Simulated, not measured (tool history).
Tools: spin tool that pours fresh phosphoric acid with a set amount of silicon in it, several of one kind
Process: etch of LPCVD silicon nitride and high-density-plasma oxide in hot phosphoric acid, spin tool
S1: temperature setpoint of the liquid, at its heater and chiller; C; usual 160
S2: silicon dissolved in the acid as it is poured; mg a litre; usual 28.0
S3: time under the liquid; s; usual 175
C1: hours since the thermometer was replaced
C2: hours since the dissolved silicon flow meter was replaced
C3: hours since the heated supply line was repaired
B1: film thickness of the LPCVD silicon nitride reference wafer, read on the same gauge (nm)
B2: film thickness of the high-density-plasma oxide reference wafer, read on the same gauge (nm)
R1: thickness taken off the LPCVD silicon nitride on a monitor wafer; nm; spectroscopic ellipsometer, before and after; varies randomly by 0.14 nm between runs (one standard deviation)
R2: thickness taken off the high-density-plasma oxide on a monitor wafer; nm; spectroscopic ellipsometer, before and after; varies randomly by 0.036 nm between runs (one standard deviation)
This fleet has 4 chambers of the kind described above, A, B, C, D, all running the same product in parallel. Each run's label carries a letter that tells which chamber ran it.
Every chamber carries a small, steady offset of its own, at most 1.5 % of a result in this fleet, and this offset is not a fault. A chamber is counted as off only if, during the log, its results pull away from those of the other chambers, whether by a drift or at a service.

Run 1D, hour 2.0: usual settings; C1 1278.1; C2 348.3; C3 1972.7; B1 140.01; B2 100.010. Result: R1 14.1680 nm, R2 0.184480 nm.
Run 2A, hour 4.6: usual settings; C1 11.1; C2 131.8; C3 2823.3; B1 140.01; B2 100.000. Result: R1 14.3810 nm, R2 0.226420 nm.
Run 3C, hour 8.5: usual settings; C1 130.1; C2 346.2; C3 3344.8; B1 140.04; B2 100.000. Result: R1 14.5630 nm, R2 0.107790 nm.
Run 4B, hour 10.7: usual settings; C1 245.6; C2 694.7; C3 1523.6; B1 140.01; B2 100.020. Result: R1 14.8020 nm, R2 0.180600 nm.
Run 5C, hour 13.9: usual settings but S3 105 s; C1 135.5; C2 351.6; C3 3350.2; B1 140.03; B2 100.000. Result: R1 8.6628 nm, R2 0.083870 nm.
Run 6A, hour 17.4: usual settings but S3 105 s; C1 23.9; C2 144.6; C3 2836.1; B1 139.97; B2 100.000. Result: R1 8.8219 nm, R2 0.098045 nm.
Run 7B, hour 21.1: usual settings but S3 105 s; C1 256.0; C2 705.1; C3 1534.0; B1 140.01; B2 100.020. Result: R1 8.9448 nm, R2 0.110500 nm.
Run 8D, hour 23.9: usual settings but S3 105 s; C1 1300.0; C2 370.2; C3 1994.6; B1 140.03; B2 99.997. Result: R1 8.7510 nm, R2 0.122450 nm.
Run 9C, hour 27.2: usual settings but S1 157 C, S2 38.5 mg a litre; C1 148.8; C2 364.9; C3 3363.5; B1 139.99; B2 100.000. Result: R1 13.4630 nm, R2 0.111080 nm.
Run 10B, hour 31.0: usual settings but S1 157 C, S2 38.5 mg a litre; C1 265.9; C2 715.0; C3 1543.9; B1 140.00; B2 99.987. Result: R1 13.2210 nm, R2 0.062031 nm.
Run 11D, hour 33.5: usual settings but S1 157 C, S2 38.5 mg a litre; C1 1309.6; C2 379.8; C3 2004.2; B1 139.99; B2 100.010. Result: R1 12.9590 nm, R2 0.082860 nm.
Run 12A, hour 36.8: usual settings but S1 157 C, S2 38.5 mg a litre; C1 43.3; C2 164.0; C3 2855.5; B1 140.02; B2 99.985. Result: R1 13.3180 nm, R2 0.096049 nm.
Run 13A, hour 41.1: usual settings; C1 47.6; C2 168.3; C3 2859.8; B1 140.02; B2 99.984. Result: R1 14.7820 nm, R2 0.149840 nm.
Run 14C, hour 45.2: usual settings; C1 166.8; C2 382.9; C3 3381.5; B1 139.98; B2 99.988. Result: R1 14.5420 nm, R2 0.214610 nm.
Run 15D, hour 48.3: usual settings; C1 1324.4; C2 394.6; C3 2019.0; B1 140.02; B2 99.979. Result: R1 14.0620 nm, R2 0.155640 nm.
Run 16B, hour 51.4: usual settings; C1 286.3; C2 735.4; C3 1564.3; B1 139.99; B2 100.000. Result: R1 14.5420 nm, R2 0.206440 nm.
Run 17C, hour 53.7: usual settings; C1 175.3; C2 391.4; C3 3390.0; B1 140.01; B2 100.020. Result: R1 14.6090 nm, R2 0.147940 nm.
Run 18D, hour 57.9: usual settings; C1 1334.0; C2 404.2; C3 2028.6; B1 140.00; B2 99.992. Result: R1 13.8930 nm, R2 0.159930 nm.
Run 19B, hour 60.0: usual settings; C1 294.9; C2 744.0; C3 1572.9; B1 140.00; B2 99.973. Result: R1 14.7880 nm, R2 0.220200 nm.
Run 20A, hour 62.1: usual settings; C1 68.6; C2 189.3; C3 2880.8; B1 139.99; B2 100.010. Result: R1 14.7090 nm, R2 0.158790 nm.
Run 21A, hour 64.8: usual settings; C1 71.3; C2 192.0; C3 2883.5; B1 139.99; B2 99.993. Result: R1 14.5560 nm, R2 0.196340 nm.
Run 22B, hour 67.2: usual settings but S3 205 s; C1 302.1; C2 751.2; C3 1580.1; B1 139.97; B2 100.010. Result: R1 17.3020 nm, R2 0.215230 nm.
Run 23D, hour 69.5: usual settings but S3 205 s; C1 1345.6; C2 415.8; C3 2040.2; B1 139.98; B2 100.020. Result: R1 15.9420 nm, R2 0.262980 nm.
Run 24C, hour 73.4: usual settings but S3 205 s; C1 195.0; C2 411.1; C3 3409.7; B1 140.02; B2 100.010. Result: R1 17.1180 nm, R2 0.194580 nm.
Run 25B, hour 76.0: usual settings but S3 205 s; C1 310.9; C2 760.0; C3 1588.9; B1 139.96; B2 99.993. Result: R1 17.3560 nm, R2 0.242550 nm.
Run 26A, hour 78.9: usual settings; C1 85.4; C2 206.1; C3 2897.6; B1 139.99; B2 100.010. Result: R1 14.8850 nm, R2 0.155250 nm.
Run 27D, hour 80.9: usual settings; C1 1357.0; C2 427.2; C3 2051.6; B1 139.99; B2 99.994. Result: R1 13.6490 nm, R2 0.169600 nm.
Run 28C, hour 84.3: usual settings; C1 205.9; C2 422.0; C3 3420.6; B1 140.01; B2 100.020. Result: R1 14.6870 nm, R2 0.157620 nm.
Run 29C, hour 87.9: usual settings; C1 209.5; C2 425.6; C3 3424.2; B1 139.97; B2 100.000. Result: R1 14.5270 nm, R2 0.229650 nm.
Run 30D, hour 91.2: usual settings; C1 1367.3; C2 437.5; C3 2061.9; B1 140.01; B2 99.992. Result: R1 13.8140 nm, R2 0.124170 nm.
Run 31B, hour 94.1: usual settings; C1 329.0; C2 778.1; C3 1607.0; B1 140.03; B2 99.989. Result: R1 14.8410 nm, R2 0.214270 nm.

Next, all 4 chambers run the settings below, one line each with question marks for the results. What does each chamber give?
Run 32A, hour 97.1: usual settings. Result: R1 ?, R2 ?.
Run 32B, hour 97.1: usual settings. Result: R1 ?, R2 ?.
Run 32C, hour 97.1: usual settings. Result: R1 ?, R2 ?.
Run 32D, hour 97.1: usual settings. Result: R1 ?, R2 ?.

run       R1        R2
32A  14.5170  0.214830
32B  15.0180  0.223780
32C  14.4420  0.209320
32D  13.5700  0.154740

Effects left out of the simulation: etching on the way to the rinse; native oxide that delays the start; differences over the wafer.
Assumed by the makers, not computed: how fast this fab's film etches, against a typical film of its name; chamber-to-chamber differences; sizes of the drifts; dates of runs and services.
